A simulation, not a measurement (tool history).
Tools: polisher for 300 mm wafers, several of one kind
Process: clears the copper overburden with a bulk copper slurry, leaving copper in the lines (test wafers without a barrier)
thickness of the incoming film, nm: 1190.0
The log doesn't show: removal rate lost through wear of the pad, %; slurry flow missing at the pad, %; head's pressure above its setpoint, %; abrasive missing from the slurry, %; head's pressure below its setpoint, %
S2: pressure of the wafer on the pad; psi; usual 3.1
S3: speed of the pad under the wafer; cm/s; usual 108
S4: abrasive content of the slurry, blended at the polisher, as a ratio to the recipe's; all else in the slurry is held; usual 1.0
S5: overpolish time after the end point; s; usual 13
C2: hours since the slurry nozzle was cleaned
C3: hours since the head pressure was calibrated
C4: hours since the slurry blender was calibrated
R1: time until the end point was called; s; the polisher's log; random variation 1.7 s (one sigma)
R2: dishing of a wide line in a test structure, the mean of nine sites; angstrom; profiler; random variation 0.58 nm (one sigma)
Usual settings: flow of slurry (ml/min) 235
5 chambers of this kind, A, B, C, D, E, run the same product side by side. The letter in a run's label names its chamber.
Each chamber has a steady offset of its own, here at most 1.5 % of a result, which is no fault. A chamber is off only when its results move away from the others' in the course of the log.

At hour 8.8: chamber A: worn pad replaced by a new one.
Run 1E, hour 9.3: usual settings; wafers polished on this pad 276; C2 76.0; C3 394.8; C4 273.1. Result: R1 105.120 s, R2 467.76 angstrom.
Run 2D, hour 18.6: usual settings; wafers polished on this pad 546; C2 204.2; C3 422.6; C4 65.4. Result: R1 106.130 s, R2 454.40 angstrom.
Run 3B, hour 26.9: usual settings; wafers polished on this pad 471; C2 424.3; C3 151.4; C4 329.1. Result: R1 101.280 s, R2 459.96 angstrom.
At hour 35.0: chamber A: slurry blender recalibrated.
Run 4A, hour 37.7: usual settings; wafers polished on this pad 341; C2 390.1; C3 124.9; C4 2.7. Result: R1 101.550 s, R2 456.57 angstrom.
Run 5C, hour 51.8: usual settings; wafers polished on this pad 877; C2 271.5; C3 644.4; C4 129.2. Result: R1 107.150 s, R2 456.35 angstrom.
At hour 58.2: chamber B: slurry blender recalibrated.
Run 6A, hour 64.5: usual settings but S3 126 cm/s, S5 9 s; wafers polished on this pad 657; C2 416.9; C3 151.7; C4 29.5. Result: R1 89.925 s, R2 431.78 angstrom.
At hour 74.6: chamber B: slurry nozzle cleaned.
At hour 75.8: chamber D: slurry blender recalibrated.
Run 7B, hour 77.3: usual settings but S3 126 cm/s, S5 9 s; wafers polished on this pad 1066; C2 2.8; C3 201.8; C4 19.2. Result: R1 87.314 s, R2 439.29 angstrom.
At hour 77.9: chamber D: worn pad replaced by a new one.
Run 8C, hour 87.0: usual settings but S3 126 cm/s, S5 9 s; wafers polished on this pad 1292; C2 306.7; C3 679.6; C4 164.4. Result: R1 90.007 s, R2 420.57 angstrom.
At hour 87.2: chamber E: worn pad replaced by a new one.
At hour 87.3: chamber B: worn pad replaced by a new one.
At hour 87.8: chamber C: worn pad replaced by a new one.
Run 9D, hour 101.6: usual settings but S3 126 cm/s, S5 9 s; wafers polished on this pad 280; C2 287.2; C3 505.6; C4 25.8. Result: R1 87.987 s, R2 431.68 angstrom.
At hour 107.4: chamber E: slurry blender recalibrated.
Run 10E, hour 113.2: usual settings but S3 126 cm/s, S5 9 s; wafers polished on this pad 308; C2 179.9; C3 498.7; C4 5.9. Result: R1 89.905 s, R2 431.72 angstrom.
Run 11B, hour 129.5: usual settings; wafers polished on this pad 498; C2 55.0; C3 254.0; C4 71.4. Result: R1 104.330 s, R2 458.41 angstrom.
Run 12D, hour 138.9: usual settings; wafers polished on this pad 720; C2 324.5; C3 542.9; C4 63.1. Result: R1 104.920 s, R2 462.91 angstrom.
At hour 146.3: chamber A: worn pad replaced by a new one.
At hour 154.8: chamber A: slurry blender recalibrated.
Run 13C, hour 154.8: usual settings; wafers polished on this pad 791; C2 374.5; C3 747.4; C4 232.2. Result: R1 107.060 s, R2 461.01 angstrom.
Run 14E, hour 162.5: usual settings; wafers polished on this pad 890; C2 229.2; C3 548.0; C4 55.2. Result: R1 102.670 s, R2 470.15 angstrom.
Run 15A, hour 177.2: usual settings; wafers polished on this pad 365; C2 529.6; C3 264.4; C4 22.5. Result: R1 104.060 s, R2 449.54 angstrom.
At hour 179.8: chamber B: worn pad replaced by a new one.
At hour 182.6: chamber D: worn pad replaced by a new one.
Run 16D, hour 186.7: usual settings but S2 3.6 psi, S3 120 cm/s; wafers polished on this pad 48; C2 372.3; C3 590.7; C4 110.9. Result: R1 80.162 s, R2 491.30 angstrom.
At hour 194.8: chamber E: worn pad replaced by a new one.
Run 17C, hour 201.7: usual settings but S2 3.6 psi, S3 120 cm/s; wafers polished on this pad 1345; C2 421.4; C3 794.3; C4 279.1. Result: R1 80.259 s, R2 492.64 angstrom.
At hour 202.6: chamber D: slurry blender recalibrated.
At hour 204.4: chamber C: worn pad replaced by a new one.
Run 18A, hour 217.4: usual settings but S2 3.6 psi, S3 120 cm/s; wafers polished on this pad 840; C2 569.8; C3 304.6; C4 62.7. Result: R1 81.318 s, R2 497.65 angstrom.
Run 19B, hour 229.7: usual settings but S2 3.6 psi, S3 120 cm/s; wafers polished on this pad 589; C2 155.2; C3 354.2; C4 171.6. Result: R1 80.270 s, R2 478.10 angstrom.
Run 20E, hour 246.1: usual settings but S2 3.6 psi, S3 120 cm/s; wafers polished on this pad 605; C2 312.8; C3 631.6; C4 138.8. Result: R1 82.425 s, R2 499.69 angstrom.
At hour 249.3: chamber A: worn pad replaced by a new one.
At hour 258.3: chamber C: slurry blender recalibrated.
At hour 259.4: chamber A: slurry nozzle cleaned.
Run 21B, hour 262.3: usual settings; wafers polished on this pad 974; C2 187.8; C3 386.8; C4 204.2. Result: R1 104.990 s, R2 460.84 angstrom.
Run 22A, hour 269.9: usual settings but S3 78 cm/s; wafers polished on this pad 244; C2 10.5; C3 357.1; C4 115.2. Result: R1 144.240 s, R2 413.01 angstrom.
At hour 278.9: chamber D: worn pad replaced by a new one.
Run 23E, hour 280.4: usual settings but S3 78 cm/s; wafers polished on this pad 1010; C2 347.1; C3 665.9; C4 173.1. Result: R1 150.880 s, R2 411.78 angstrom.
Run 24D, hour 289.0: usual settings but S3 78 cm/s; wafers polished on this pad 119; C2 474.6; C3 693.0; C4 86.4. Result: R1 141.970 s, R2 409.36 angstrom.
At hour 296.0: chamber A: slurry blender recalibrated.
At hour 297.3: chamber B: worn pad replaced by a new one.
At hour 303.9: chamber E: worn pad replaced by a new one.
Run 25C, hour 305.2: usual settings but S3 78 cm/s; wafers polished on this pad 1190; C2 524.9; C3 897.8; C4 47.0. Result: R1 143.860 s, R2 404.64 angstrom.
Run 26B, hour 316.6: usual settings but S3 78 cm/s; wafers polished on this pad 228; C2 242.1; C3 441.1; C4 258.5. Result: R1 142.100 s, R2 423.21 angstrom.
At hour 316.9: chamber C: worn pad replaced by a new one.
At hour 318.2: chamber D: slurry blender recalibrated.
At hour 328.0: chamber B: head pressure recalibrated.
Run 27A, hour 332.8: usual settings; wafers polished on this pad 986; C2 73.4; C3 420.0; C4 36.9. Result: R1 106.120 s, R2 459.28 angstrom.
At hour 342.8: chamber E: slurry nozzle cleaned.
Run 28E, hour 348.7: usual settings; wafers polished on this pad 529; C2 5.9; C3 734.2; C4 241.4. Result: R1 105.540 s, R2 461.45 angstrom.
At hour 352.6: chamber C: slurry nozzle cleaned.
Run 29D, hour 358.1: usual settings; wafers polished on this pad 935; C2 543.7; C3 762.1; C4 39.9. Result: R1 103.470 s, R2 462.92 angstrom.
Run 30C, hour 367.5: usual settings; wafers polished on this pad 597; C2 15.0; C3 960.1; C4 109.3. Result: R1 104.690 s, R2 453.45 angstrom.
At hour 377.2: chamber D: worn pad replaced by a new one.
At hour 380.4: chamber A: worn pad replaced by a new one.
Run 31C, hour 380.5: usual settings but S2 3.4 psi, S3 136 cm/s; wafers polished on this pad 751; C2 28.0; C3 973.1; C4 122.3. Result: R1 76.507 s, R2 501.72 angstrom.
Run 32E, hour 396.8: usual settings but S2 3.4 psi, S3 136 cm/s; wafers polished on this pad 1097; C2 54.0; C3 782.3; C4 289.5. Result: R1 74.607 s, R2 490.63 angstrom.
Run 33A, hour 403.9: usual settings but S2 3.4 psi, S3 136 cm/s; wafers polished on this pad 278; C2 144.5; C3 491.1; C4 108.0. Result: R1 74.702 s, R2 493.75 angstrom.
At hour 413.4: chamber E: worn pad replaced by a new one.
At hour 413.7: chamber B: worn pad replaced by a new one.
At hour 418.1: chamber D: slurry blender recalibrated.
Run 34B, hour 420.3: usual settings but S2 3.4 psi, S3 136 cm/s; wafers polished on this pad 78; C2 345.8; C3 92.4; C4 362.2. Result: R1 81.706 s, R2 468.72 angstrom.
At hour 422.9: chamber C: worn pad replaced by a new one.
Run 35D, hour 433.2: usual settings but S2 3.4 psi, S3 136 cm/s; wafers polished on this pad 661; C2 618.8; C3 837.2; C4 15.2. Result: R1 76.574 s, R2 497.66 angstrom.
At hour 437.2: chamber B: slurry blender recalibrated.
At hour 442.4: chamber A: slurry blender recalibrated.
Run 36A, hour 445.3: usual settings; wafers polished on this pad 767; C2 185.9; C3 532.5; C4 3.0. Result: R1 100.690 s, R2 457.15 angstrom.
At hour 447.1: chamber E: slurry blender recalibrated.
Run 37D, hour 455.9: usual settings; wafers polished on this pad 929; C2 641.5; C3 859.9; C4 37.9. Result: R1 104.370 s, R2 462.22 angstrom.
Run 38B, hour 470.3: usual settings; wafers polished on this pad 668; C2 395.8; C3 142.4; C4 33.2. Result: R1 112.120 s, R2 448.70 angstrom.
At hour 481.9: chamber E: head pressure recalibrated.
Run 39C, hour 484.7: usual settings; wafers polished on this pad 730; C2 132.2; C3 1077.3; C4 226.5. Result: R1 105.710 s, R2 451.81 angstrom.
Run 40E, hour 494.7: usual settings; wafers polished on this pad 960; C2 151.9; C3 12.8; C4 47.7. Result: R1 103.470 s, R2 449.77 angstrom.
Run 41C, hour 502.6: usual settings but S4 1.2, S5 16 s; wafers polished on this pad 942; C2 150.1; C3 1095.2; C4 244.4. Result: R1 103.740 s, R2 481.43 angstrom.
Run 42E, hour 511.0: usual settings but S4 1.2, S5 16 s; wafers polished on this pad 1152; C2 168.2; C3 29.1; C4 64.0. Result: R1 101.640 s, R2 471.09 angstrom.

Next, every chamber runs the same settings. What will each give?
Run 43A, hour 522.9: usual settings but S2 3.6 psi. Result: R1 ?, R2 ?.
Run 43B, hour 522.9: usual settings but S2 3.6 psi. Result: R1 ?, R2 ?.
Run 43C, hour 522.9: usual settings but S2 3.6 psi. Result: R1 ?, R2 ?.
Run 43D, hour 522.9: usual settings but S2 3.6 psi. Result: R1 ?, R2 ?.
Run 43E, hour 522.9: usual settings but S2 3.6 psi. Result: R1 ?, R2 ?.

run      R1      R2
43A  89.697  486.14
43B  97.783  472.08
43C  92.862  477.09
43D  88.737  472.69
43E  88.873  477.64
